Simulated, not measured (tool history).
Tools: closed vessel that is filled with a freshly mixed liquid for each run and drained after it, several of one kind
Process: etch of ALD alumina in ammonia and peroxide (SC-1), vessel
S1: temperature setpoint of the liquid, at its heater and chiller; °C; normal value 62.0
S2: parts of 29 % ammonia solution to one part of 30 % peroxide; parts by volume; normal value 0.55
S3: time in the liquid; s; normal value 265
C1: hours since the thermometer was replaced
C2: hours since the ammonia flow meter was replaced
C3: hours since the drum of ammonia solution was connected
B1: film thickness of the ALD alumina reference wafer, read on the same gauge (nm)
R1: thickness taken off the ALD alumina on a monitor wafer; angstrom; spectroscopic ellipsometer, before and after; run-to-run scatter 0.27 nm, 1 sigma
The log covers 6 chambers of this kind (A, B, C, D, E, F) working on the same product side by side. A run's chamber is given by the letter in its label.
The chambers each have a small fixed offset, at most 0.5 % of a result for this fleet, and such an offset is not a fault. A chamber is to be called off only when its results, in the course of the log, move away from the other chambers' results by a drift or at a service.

Run 1C, hour 9.1: usual settings; C1 435.6; C2 980.7; C3 718.5; B1 59.998. Result: R1 279.81 angstrom.
At hour 15.5: chamber D: ammonia flow meter replaced.
Run 2A, hour 17.7: usual settings; C1 884.0; C2 68.6; C3 241.4; B1 59.981. Result: R1 280.84 angstrom.
At hour 18.3: chamber D: new drum of ammonia solution connected.
At hour 22.9: chamber F: ammonia flow meter replaced.
Run 3F, hour 24.8: usual settings; C1 640.8; C2 2.0; C3 874.3; B1 59.958. Result: R1 282.61 angstrom.
Run 4D, hour 31.2: usual settings; C1 200.2; C2 15.8; C3 13.0; B1 60.017. Result: R1 286.14 angstrom.
Run 5B, hour 37.4: usual settings; C1 680.6; C2 529.5; C3 80.5; B1 60.012. Result: R1 285.16 angstrom.
At hour 38.5: chamber C: new drum of ammonia solution connected.
Run 6E, hour 44.9: usual settings; C1 1750.9; C2 98.2; C3 410.4; B1 60.016. Result: R1 282.49 angstrom.
Run 7C, hour 51.1: usual settings; C1 477.6; C2 1022.7; C3 12.6; B1 59.950. Result: R1 278.98 angstrom.
Run 8B, hour 56.4: usual settings but S1 66.5 °C; C1 699.6; C2 548.5; C3 99.5; B1 59.946. Result: R1 351.96 angstrom.
Run 9D, hour 61.3: usual settings but S1 66.5 °C; C1 230.3; C2 45.9; C3 43.1; B1 59.951. Result: R1 354.19 angstrom.
Run 10E, hour 70.7: usual settings but S1 66.5 °C; C1 1776.7; C2 124.0; C3 436.2; B1 59.969. Result: R1 349.46 angstrom.
Run 11A, hour 79.3: usual settings but S1 66.5 °C; C1 945.6; C2 130.2; C3 303.0; B1 60.023. Result: R1 351.36 angstrom.
Run 12F, hour 87.5: usual settings but S1 66.5 °C; C1 703.5; C2 64.7; C3 937.0; B1 60.022. Result: R1 356.04 angstrom.
Run 13E, hour 93.1: usual settings but S1 66.5 °C; C1 1799.1; C2 146.4; C3 458.6; B1 60.015. Result: R1 352.00 angstrom.
Run 14B, hour 99.5: usual settings; C1 742.7; C2 591.6; C3 142.6; B1 60.003. Result: R1 279.87 angstrom.
At hour 108.0: chamber A: thermometer replaced.
Run 15C, hour 108.2: usual settings but S2 0.80 parts by volume; C1 534.7; C2 1079.8; C3 69.7; B1 59.994. Result: R1 291.90 angstrom.
Run 16F, hour 113.3: usual settings but S2 0.80 parts by volume; C1 729.3; C2 90.5; C3 962.8; B1 60.040. Result: R1 288.82 angstrom.
At hour 114.3: chamber F: new drum of ammonia solution connected.
Run 17D, hour 118.7: usual settings but S2 0.80 parts by volume; C1 287.7; C2 103.3; C3 100.5; B1 59.981. Result: R1 291.51 angstrom.
Run 18A, hour 124.4: usual settings but S2 0.80 parts by volume; C1 16.4; C2 175.3; C3 348.1; B1 60.009. Result: R1 292.48 angstrom.
Run 19C, hour 128.5: usual settings but S2 0.80 parts by volume; C1 555.0; C2 1100.1; C3 90.0; B1 59.987. Result: R1 294.04 angstrom.
Run 20B, hour 136.3: usual settings but S2 0.80 parts by volume; C1 779.5; C2 628.4; C3 179.4; B1 59.991. Result: R1 299.39 angstrom.
Run 21E, hour 144.8: usual settings; C1 1850.8; C2 198.1; C3 510.3; B1 60.007. Result: R1 278.36 angstrom.
Run 22D, hour 152.1: usual settings; C1 321.1; C2 136.7; C3 133.9; B1 60.004. Result: R1 276.93 angstrom.
Run 23A, hour 158.4: usual settings; C1 50.4; C2 209.3; C3 382.1; B1 60.012. Result: R1 285.92 angstrom.
Run 24F, hour 164.6: usual settings but S1 69.0 °C; C1 780.6; C2 141.8; C3 50.3; B1 59.979. Result: R1 398.55 angstrom.
Run 25C, hour 171.6: usual settings but S1 69.0 °C; C1 598.1; C2 1143.2; C3 133.1; B1 59.973. Result: R1 407.99 angstrom.
Run 26B, hour 179.3: usual settings but S1 69.0 °C; C1 822.5; C2 671.4; C3 222.4; B1 60.011. Result: R1 397.73 angstrom.
Run 27D, hour 186.3: usual settings but S1 69.0 °C; C1 355.3; C2 170.9; C3 168.1; B1 60.007. Result: R1 383.30 angstrom.
Run 28A, hour 195.2: usual settings but S1 69.0 °C; C1 87.2; C2 246.1; C3 418.9; B1 60.001. Result: R1 399.40 angstrom.
Run 29F, hour 201.9: usual settings but S1 69.0 °C; C1 817.9; C2 179.1; C3 87.6; B1 60.019. Result: R1 399.26 angstrom.
Run 30E, hour 211.4: usual settings; C1 1917.4; C2 264.7; C3 576.9; B1 60.013. Result: R1 283.04 angstrom.
Run 31F, hour 217.0: usual settings; C1 833.0; C2 194.2; C3 102.7; B1 59.983. Result: R1 284.13 angstrom.
Run 32E, hour 222.7: usual settings; C1 1928.7; C2 276.0; C3 588.2; B1 60.030. Result: R1 285.07 angstrom.
Run 33A, hour 227.0: usual settings but S1 68.5 °C; C1 119.0; C2 277.9; C3 450.7; B1 60.035. Result: R1 390.23 angstrom.
Run 34D, hour 233.0: usual settings but S1 68.5 °C; C1 402.0; C2 217.6; C3 214.8; B1 59.980. Result: R1 372.52 angstrom.
Run 35B, hour 238.0: usual settings but S1 68.5 °C; C1 881.2; C2 730.1; C3 281.1; B1 59.999. Result: R1 389.40 angstrom.
Run 36C, hour 242.6: usual settings but S1 68.5 °C; C1 669.1; C2 1214.2; C3 204.1; B1 60.000. Result: R1 391.71 angstrom.
Run 37B, hour 252.0: usual settings but S1 68.5 °C; C1 895.2; C2 744.1; C3 295.1; B1 60.066. Result: R1 391.71 angstrom.
Run 38A, hour 258.5: usual settings but S1 68.5 °C; C1 150.5; C2 309.4; C3 482.2; B1 59.942. Result: R1 390.69 angstrom.
Run 39C, hour 265.0: usual settings; C1 691.5; C2 1236.6; C3 226.5; B1 59.997. Result: R1 282.02 angstrom.
Run 40D, hour 271.1: usual settings; C1 440.1; C2 255.7; C3 252.9; B1 60.010. Result: R1 266.77 angstrom.
Run 41F, hour 277.1: usual settings; C1 893.1; C2 254.3; C3 162.8; B1 60.027. Result: R1 279.43 angstrom.
Run 42E, hour 283.3: usual settings but S1 55.5 °C, S2 0.65 parts by volume; C1 1989.3; C2 336.6; C3 648.8; B1 59.984. Result: R1 204.03 angstrom.
Run 43C, hour 290.5: usual settings but S1 55.5 °C, S2 0.65 parts by volume; C1 717.0; C2 1262.1; C3 252.0; B1 60.003. Result: R1 203.77 angstrom.

Decide between three cases: one chamber stands off from its peers, the gauge reading all wafers drifts, or nothing is wrong past each chamber's small offset. Where a chamber is off, say which and what most likely put it there.

One chamber, D, drifts off from the rest bit by bit.
What lies behind it: liquid colder than its thermometer reads (K) = 1.8.

Chamber D could run next with any of the 4 candidate recipes listed below; each alters the usual settings, and their results appear as question marks. Which one brings its results back in line with what the other chambers deliver on the usual settings?
In line means no further than this from the other chambers' mean on the usual settings: R1 9.30 angstrom
Run 44D-1, hour 297.3: usual settings but S3 260 s. Result: R1 ?.
Run 44D-2, hour 297.3: usual settings but S3 270 s. Result: R1 ?.
Run 44D-3, hour 297.3: usual settings but S3 285 s. Result: R1 ?.
Run 44D-4, hour 297.3: usual settings but S1 61.5 °C, S3 250 s. Result: R1 ?.

On the usual settings, the other chambers give on average: R1 283.09 angstrom
  run      R1
44D-1  256.71
44D-2  266.59
44D-3  281.40
44D-4  240.58
The answer is 44D-3, which returns the chamber to within the allowed miss of the others.

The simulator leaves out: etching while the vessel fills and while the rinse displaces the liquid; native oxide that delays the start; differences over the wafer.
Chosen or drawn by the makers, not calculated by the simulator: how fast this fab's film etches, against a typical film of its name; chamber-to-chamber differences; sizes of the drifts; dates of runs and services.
